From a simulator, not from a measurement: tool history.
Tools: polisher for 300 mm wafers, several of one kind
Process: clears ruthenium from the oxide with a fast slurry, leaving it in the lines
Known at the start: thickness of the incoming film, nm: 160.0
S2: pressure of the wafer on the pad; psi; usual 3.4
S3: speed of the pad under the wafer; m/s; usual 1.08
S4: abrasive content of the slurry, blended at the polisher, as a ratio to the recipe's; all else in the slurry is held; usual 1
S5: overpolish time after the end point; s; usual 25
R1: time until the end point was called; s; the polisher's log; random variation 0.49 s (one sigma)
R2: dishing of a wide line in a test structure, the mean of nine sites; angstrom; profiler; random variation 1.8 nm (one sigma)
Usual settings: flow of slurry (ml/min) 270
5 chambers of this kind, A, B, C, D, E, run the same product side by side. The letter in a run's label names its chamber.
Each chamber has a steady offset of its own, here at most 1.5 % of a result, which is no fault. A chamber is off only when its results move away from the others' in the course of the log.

-- hour=6.6 chamber D: worn pad replaced by a new one
run 1A hour=11.6 | flow_of_slurry_(ml/min)=270 S2=3.4 S3=1.08 S4=1 S5=25 | R1=31.754 R2=730.82
-- hour=11.9 chamber E: worn pad replaced by a new one
-- hour=22.5 chamber B: slurry nozzle cleaned
run 2D hour=24.5 | flow_of_slurry_(ml/min)=270 S2=3.4 S3=1.08 S4=1 S5=25 | R1=33.585 R2=721.51
-- hour=25 chamber C: slurry nozzle cleaned
-- hour=28.8 chamber C: worn pad replaced by a new one
run 3B hour=33.8 | flow_of_slurry_(ml/min)=270 S2=3.4 S3=1.08 S4=1 S5=25 | R1=31.611 R2=722.45
-- hour=44.6 chamber B: slurry blender recalibrated
run 4E hour=44.7 | flow_of_slurry_(ml/min)=270 S2=3.4 S3=1.08 S4=1 S5=25 | R1=32.736 R2=729.15
run 5C hour=51.7 | flow_of_slurry_(ml/min)=270 S2=3.4 S3=1.08 S4=1 S5=25 | R1=32.579 R2=749.33
run 6C hour=62.2 | flow_of_slurry_(ml/min)=270 S2=3.4 S3=1.08 S4=1.25 S5=25 | R1=29.614 R2=817.03
-- hour=64.8 chamber A: worn pad replaced by a new one
run 7A hour=73.3 | flow_of_slurry_(ml/min)=270 S2=3.4 S3=1.08 S4=1.25 S5=25 | R1=29.923 R2=781.21
-- hour=76.7 chamber B: head pressure recalibrated
-- hour=78.3 chamber E: worn pad replaced by a new one
-- hour=79.4 chamber B: worn pad replaced by a new one
-- hour=79.5 chamber E: slurry blender recalibrated
run 8E hour=82 | flow_of_slurry_(ml/min)=270 S2=3.4 S3=1.08 S4=1.25 S5=25 | R1=30.058 R2=794.34
run 9B hour=91.9 | flow_of_slurry_(ml/min)=270 S2=3.4 S3=1.08 S4=1.25 S5=25 | R1=29.532 R2=766.71
-- hour=94.3 chamber E: slurry nozzle cleaned
run 10D hour=99.6 | flow_of_slurry_(ml/min)=270 S2=3.4 S3=1.08 S4=1.25 S5=25 | R1=30.573 R2=808.85
run 11D hour=107.4 | flow_of_slurry_(ml/min)=270 S2=3.4 S3=1.08 S4=1 S5=25 | R1=33.632 R2=762.99
run 12B hour=117.2 | flow_of_slurry_(ml/min)=270 S2=4.4 S3=1.08 S4=1 S5=25 | R1=25.082 R2=872.55
-- hour=125.2 chamber C: worn pad replaced by a new one
-- hour=125.8 chamber A: worn pad replaced by a new one
run 13E hour=129.7 | flow_of_slurry_(ml/min)=270 S2=4.4 S3=1.08 S4=1 S5=25 | R1=25.224 R2=875.87
-- hour=136.9 chamber D: worn pad replaced by a new one
run 14A hour=140.5 | flow_of_slurry_(ml/min)=270 S2=4.4 S3=1.08 S4=1 S5=25 | R1=25.882 R2=849.33
-- hour=141.4 chamber A: slurry nozzle cleaned
-- hour=149.9 chamber E: worn pad replaced by a new one
run 15C hour=153.6 | flow_of_slurry_(ml/min)=270 S2=4.4 S3=1.08 S4=1 S5=25 | R1=25.798 R2=837.93
run 16A hour=161.4 | flow_of_slurry_(ml/min)=270 S2=4.4 S3=1.08 S4=1 S5=25 | R1=26.258 R2=866.67
run 17C hour=171.3 | flow_of_slurry_(ml/min)=270 S2=3.4 S3=1.2 S4=0.9 S5=25 | R1=30.986 R2=762.24
run 18D hour=180.2 | flow_of_slurry_(ml/min)=270 S2=3.4 S3=1.2 S4=0.9 S5=25 | R1=31.709 R2=750.61
run 19B hour=186.3 | flow_of_slurry_(ml/min)=270 S2=3.4 S3=1.2 S4=0.9 S5=25 | R1=29.64 R2=784.86
-- hour=193.9 chamber B: worn pad replaced by a new one
run 20E hour=196.6 | flow_of_slurry_(ml/min)=270 S2=3.4 S3=1.2 S4=0.9 S5=25 | R1=30.566 R2=761.84
-- hour=198.7 chamber A: head pressure recalibrated
-- hour=203.4 chamber A: worn pad replaced by a new one
run 21E hour=204.6 | flow_of_slurry_(ml/min)=270 S2=3.4 S3=1.2 S4=0.9 S5=25 | R1=31.36 R2=795.79
-- hour=215.6 chamber D: slurry nozzle cleaned
run 22A hour=217.4 | flow_of_slurry_(ml/min)=270 S2=3.4 S3=1.08 S4=1 S5=25 | R1=36.57 R2=713.75
-- hour=223 chamber C: worn pad replaced by a new one
run 23D hour=226.2 | flow_of_slurry_(ml/min)=270 S2=3.8 S3=1.08 S4=1 S5=18 | R1=30.278 R2=641.07
-- hour=227.8 chamber E: worn pad replaced by a new one
run 24B hour=232.8 | flow_of_slurry_(ml/min)=270 S2=3.8 S3=1.08 S4=1 S5=18 | R1=28.903 R2=634.57
run 25C hour=244.9 | flow_of_slurry_(ml/min)=270 S2=3.8 S3=1.08 S4=1 S5=18 | R1=29.389 R2=656.5
-- hour=248.1 chamber D: head pressure recalibrated
-- hour=248.1 chamber D: slurry blender recalibrated
run 26A hour=254.1 | flow_of_slurry_(ml/min)=270 S2=3.8 S3=1.08 S4=1 S5=18 | R1=32.505 R2=596.7
run 27E hour=265.6 | flow_of_slurry_(ml/min)=270 S2=3.8 S3=1.08 S4=1 S5=18 | R1=29.046 R2=649.71
-- hour=266.7 chamber D: worn pad replaced by a new one
-- hour=269.9 chamber A: worn pad replaced by a new one
run 28C hour=275.8 | flow_of_slurry_(ml/min)=270 S2=3.4 S3=1.08 S4=1 S5=25 | R1=34.024 R2=724.7
run 29D hour=284.4 | flow_of_slurry_(ml/min)=270 S2=3.4 S3=1.08 S4=1 S5=25 | R1=33.325 R2=710.28
-- hour=287.7 chamber B: slurry blender recalibrated
-- hour=288.6 chamber B: worn pad replaced by a new one
-- hour=291.2 chamber E: worn pad replaced by a new one
run 30B hour=294.8 | flow_of_slurry_(ml/min)=270 S2=2.7 S3=1.08 S4=0.7 S5=25 | R1=48.794 R2=558.69
run 31E hour=307.7 | flow_of_slurry_(ml/min)=270 S2=2.7 S3=1.08 S4=0.7 S5=25 | R1=49.659 R2=546.1
-- hour=309.7 chamber C: worn pad replaced by a new one
run 32B hour=321 | flow_of_slurry_(ml/min)=270 S2=2.7 S3=1.08 S4=0.7 S5=25 | R1=48.313 R2=566.64
run 33C hour=328.3 | flow_of_slurry_(ml/min)=270 S2=2.7 S3=1.08 S4=0.7 S5=25 | R1=51.541 R2=563.86
run 34D hour=335.7 | flow_of_slurry_(ml/min)=270 S2=2.7 S3=1.08 S4=0.7 S5=25 | R1=49.378 R2=551.75
run 35A hour=345.3 | flow_of_slurry_(ml/min)=270 S2=3.4 S3=1.08 S4=1 S5=25 | R1=39.332 R2=661.64
-- hour=347.8 chamber A: worn pad replaced by a new one
run 36A hour=353.8 | flow_of_slurry_(ml/min)=270 S2=3.4 S3=1.08 S4=1 S5=25 | R1=38.815 R2=657.53

What goes on in this fleet: one chamber off, a drifting gauge, or nothing beyond the chambers' own small offsets? Name the chamber and the cause, if any.

Chamber A drifts away from the others.
Cause: abrasive missing from the slurry, % = 32.5.

Here are 4 candidates for chamber A's next run, each the usual settings with a change, their results left as question marks. Which one brings its results back in line with what the others give on the usual settings?
In line means no further than this from the other chambers' mean on the usual settings: R1 1.7 s; R2 62 angstrom
run 37A-1 hour=363.4 | flow_of_slurry_(ml/min)=270 S2=3.3 S3=1.06 S4=1 S5=25 | R1=? R2=?
run 37A-2 hour=363.4 | flow_of_slurry_(ml/min)=270 S2=3.5 S3=1.1 S4=1 S5=25 | R1=? R2=?
run 37A-3 hour=363.4 | flow_of_slurry_(ml/min)=270 S2=3.1 S3=1 S4=0.95 S5=25 | R1=? R2=?
run 37A-4 hour=363.4 | flow_of_slurry_(ml/min)=270 S2=3.7 S3=1.16 S4=1.05 S5=25 | R1=? R2=?

The other chambers' mean on the usual settings: R1 32.857 s; R2 736.12 angstrom
run=37A-1 R1=41.483 R2=626.56
run=37A-2 R1=37.675 R2=669.01
run=37A-3 R1=48.179 R2=563.13
run=37A-4 R1=32.902 R2=730.34
37A-4 brings the chamber back in line.
